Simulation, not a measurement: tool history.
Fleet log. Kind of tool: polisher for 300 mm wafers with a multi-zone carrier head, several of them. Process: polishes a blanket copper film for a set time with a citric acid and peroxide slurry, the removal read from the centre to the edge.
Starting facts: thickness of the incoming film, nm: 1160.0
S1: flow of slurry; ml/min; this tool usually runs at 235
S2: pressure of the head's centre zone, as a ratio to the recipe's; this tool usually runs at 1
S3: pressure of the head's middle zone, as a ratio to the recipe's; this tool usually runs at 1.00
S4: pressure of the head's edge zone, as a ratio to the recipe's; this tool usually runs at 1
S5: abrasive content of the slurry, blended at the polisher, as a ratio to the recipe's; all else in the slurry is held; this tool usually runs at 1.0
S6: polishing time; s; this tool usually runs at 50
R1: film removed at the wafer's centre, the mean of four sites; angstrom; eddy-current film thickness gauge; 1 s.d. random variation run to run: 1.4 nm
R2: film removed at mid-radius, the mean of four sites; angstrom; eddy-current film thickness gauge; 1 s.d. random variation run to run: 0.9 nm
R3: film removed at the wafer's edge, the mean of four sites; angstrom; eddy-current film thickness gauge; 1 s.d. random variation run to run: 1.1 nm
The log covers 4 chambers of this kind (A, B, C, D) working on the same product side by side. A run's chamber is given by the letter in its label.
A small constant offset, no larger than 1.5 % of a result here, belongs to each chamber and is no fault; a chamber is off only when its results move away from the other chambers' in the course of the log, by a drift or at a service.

At hour 5.0: chamber B: slurry nozzle cleaned.
At hour 5.1: chamber C: worn pad replaced by a new one.
Run 1B, hour 12.5: usual settings. Result: R1 1224.2 angstrom, R2 1206.1 angstrom, R3 1227.9 angstrom.
Run 2D, hour 24.8: usual settings. Result: R1 1227.3 angstrom, R2 1215.0 angstrom, R3 1223.9 angstrom.
Run 3C, hour 36.2: usual settings. Result: R1 1247.5 angstrom, R2 1244.1 angstrom, R3 1230.8 angstrom.
Run 4A, hour 44.5: usual settings. Result: R1 1255.5 angstrom, R2 1237.7 angstrom, R3 1211.6 angstrom.
At hour 45.0: chamber B: worn pad replaced by a new one.
At hour 48.4: chamber D: worn pad replaced by a new one.
Run 5D, hour 50.1: usual settings. Result: R1 1192.7 angstrom, R2 1227.2 angstrom, R3 1241.1 angstrom.
At hour 58.9: chamber C: slurry nozzle cleaned.
Run 6B, hour 60.6: usual settings. Result: R1 1204.3 angstrom, R2 1215.7 angstrom, R3 1245.5 angstrom.
Run 7A, hour 68.0: usual settings. Result: R1 1230.2 angstrom, R2 1213.9 angstrom, R3 1210.5 angstrom.
Run 8C, hour 74.0: usual settings. Result: R1 1256.3 angstrom, R2 1227.2 angstrom, R3 1229.0 angstrom.
Run 9A, hour 80.2: usual settings. Result: R1 1260.0 angstrom, R2 1226.2 angstrom, R3 1216.3 angstrom.
At hour 83.1: chamber C: worn pad replaced by a new one.
Run 10B, hour 92.6: usual settings. Result: R1 1203.2 angstrom, R2 1217.9 angstrom, R3 1216.3 angstrom.
Run 11C, hour 100.0: usual settings. Result: R1 1243.1 angstrom, R2 1252.6 angstrom, R3 1236.3 angstrom.
At hour 105.1: chamber A: worn pad replaced by a new one.
Run 12D, hour 110.4: usual settings. Result: R1 1240.6 angstrom, R2 1210.2 angstrom, R3 1219.0 angstrom.
At hour 115.6: chamber D: worn pad replaced by a new one.
Run 13D, hour 121.5: usual settings. Result: R1 1265.9 angstrom, R2 1211.5 angstrom, R3 1212.8 angstrom.
At hour 125.8: chamber B: worn pad replaced by a new one.
Run 14A, hour 127.4: usual settings. Result: R1 1214.0 angstrom, R2 1234.1 angstrom, R3 1216.2 angstrom.
Run 15C, hour 139.9: usual settings. Result: R1 1248.8 angstrom, R2 1245.5 angstrom, R3 1210.8 angstrom.
Run 16B, hour 151.4: usual settings but S5 1.1. Result: R1 1201.9 angstrom, R2 1239.8 angstrom, R3 1255.8 angstrom.
At hour 156.1: chamber C: worn pad replaced by a new one.
Run 17A, hour 159.8: usual settings but S5 1.1. Result: R1 1260.5 angstrom, R2 1225.6 angstrom, R3 1228.4 angstrom.
Run 18D, hour 169.3: usual settings but S5 1.1. Result: R1 1244.1 angstrom, R2 1249.3 angstrom, R3 1258.8 angstrom.
Run 19B, hour 181.8: usual settings but S5 1.1. Result: R1 1215.3 angstrom, R2 1239.7 angstrom, R3 1247.5 angstrom.
Run 20C, hour 191.6: usual settings. Result: R1 1226.0 angstrom, R2 1249.0 angstrom, R3 1237.4 angstrom.
Run 21C, hour 202.8: usual settings. Result: R1 1241.6 angstrom, R2 1247.8 angstrom, R3 1229.7 angstrom.
At hour 203.4: chamber D: worn pad replaced by a new one.
At hour 206.0: chamber B: edge zone pressure recalibrated.
At hour 206.7: chamber B: worn pad replaced by a new one.
Run 22D, hour 209.7: usual settings. Result: R1 1219.5 angstrom, R2 1221.1 angstrom, R3 1195.2 angstrom.
Run 23A, hour 217.0: usual settings. Result: R1 1255.3 angstrom, R2 1221.4 angstrom, R3 1221.9 angstrom.
Run 24B, hour 222.9: usual settings. Result: R1 1142.1 angstrom, R2 1215.5 angstrom, R3 1246.3 angstrom.
At hour 225.7: chamber C: worn pad replaced by a new one.
Run 25A, hour 231.1: usual settings. Result: R1 1236.1 angstrom, R2 1221.9 angstrom, R3 1221.2 angstrom.
At hour 231.2: chamber A: worn pad replaced by a new one.
Run 26D, hour 237.0: usual settings. Result: R1 1233.8 angstrom, R2 1216.6 angstrom, R3 1217.6 angstrom.
Run 27B, hour 248.5: usual settings. Result: R1 1152.2 angstrom, R2 1217.8 angstrom, R3 1241.9 angstrom.
Run 28C, hour 254.0: usual settings. Result: R1 1232.6 angstrom, R2 1233.9 angstrom, R3 1223.5 angstrom.
Run 29B, hour 263.0: usual settings. Result: R1 1133.6 angstrom, R2 1202.1 angstrom, R3 1228.7 angstrom.
Run 30D, hour 268.6: usual settings but S5 0.9. Result: R1 1199.1 angstrom, R2 1198.6 angstrom, R3 1195.9 angstrom.
At hour 273.4: chamber D: centre zone pressure recalibrated.
Run 31C, hour 277.5: usual settings but S5 0.9. Result: R1 1203.0 angstrom, R2 1210.1 angstrom, R3 1203.0 angstrom.
Run 32A, hour 289.6: usual settings but S5 0.9. Result: R1 1209.8 angstrom, R2 1206.7 angstrom, R3 1179.6 angstrom.
At hour 289.7: chamber D: worn pad replaced by a new one.
At hour 290.9: chamber B: worn pad replaced by a new one.
Run 33B, hour 298.2: usual settings but S5 0.9. Result: R1 1104.4 angstrom, R2 1191.5 angstrom, R3 1223.5 angstrom.
At hour 299.8: chamber C: worn pad replaced by a new one.
Run 34D, hour 304.1: usual settings but S5 0.8, S6 57 s. Result: R1 1319.2 angstrom, R2 1336.6 angstrom, R3 1325.4 angstrom.
Run 35C, hour 311.4: usual settings but S5 0.8, S6 57 s. Result: R1 1328.0 angstrom, R2 1351.7 angstrom, R3 1332.7 angstrom.
Run 36A, hour 318.9: usual settings but S5 0.8, S6 57 s. Result: R1 1322.0 angstrom, R2 1319.2 angstrom, R3 1346.6 angstrom.
Run 37D, hour 326.0: usual settings but S5 0.8, S6 57 s. Result: R1 1312.2 angstrom, R2 1316.3 angstrom, R3 1324.8 angstrom.
Run 38C, hour 331.5: usual settings. Result: R1 1232.8 angstrom, R2 1240.4 angstrom, R3 1232.9 angstrom.
Run 39B, hour 342.1: usual settings. Result: R1 1097.3 angstrom, R2 1206.5 angstrom, R3 1232.7 angstrom.
Run 40A, hour 350.7: usual settings but S3 0.94, S5 1.2. Result: R1 1280.3 angstrom, R2 1206.5 angstrom, R3 1269.3 angstrom.
At hour 357.9: chamber A: worn pad replaced by a new one.
Run 41D, hour 359.2: usual settings but S3 0.94, S5 1.2. Result: R1 1268.8 angstrom, R2 1191.9 angstrom, R3 1262.0 angstrom.
Run 42A, hour 366.2: usual settings but S3 0.94, S5 1.2. Result: R1 1275.2 angstrom, R2 1212.6 angstrom, R3 1272.3 angstrom.

For the next run the whole fleet of 4 chambers uses the same settings. Give each chamber's results:
Run 43A, hour 375.3: usual settings. Result: R1 ?, R2 ?, R3 ?.
Run 43B, hour 375.3: usual settings. Result: R1 ?, R2 ?, R3 ?.
Run 43C, hour 375.3: usual settings. Result: R1 ?, R2 ?, R3 ?.
Run 43D, hour 375.3: usual settings. Result: R1 ?, R2 ?, R3 ?.

run      R1      R2      R3
43A  1228.3  1241.3  1219.6
43B  1052.3  1217.9  1227.4
43C  1255.2  1252.4  1211.2
43D  1236.1  1227.3  1219.0
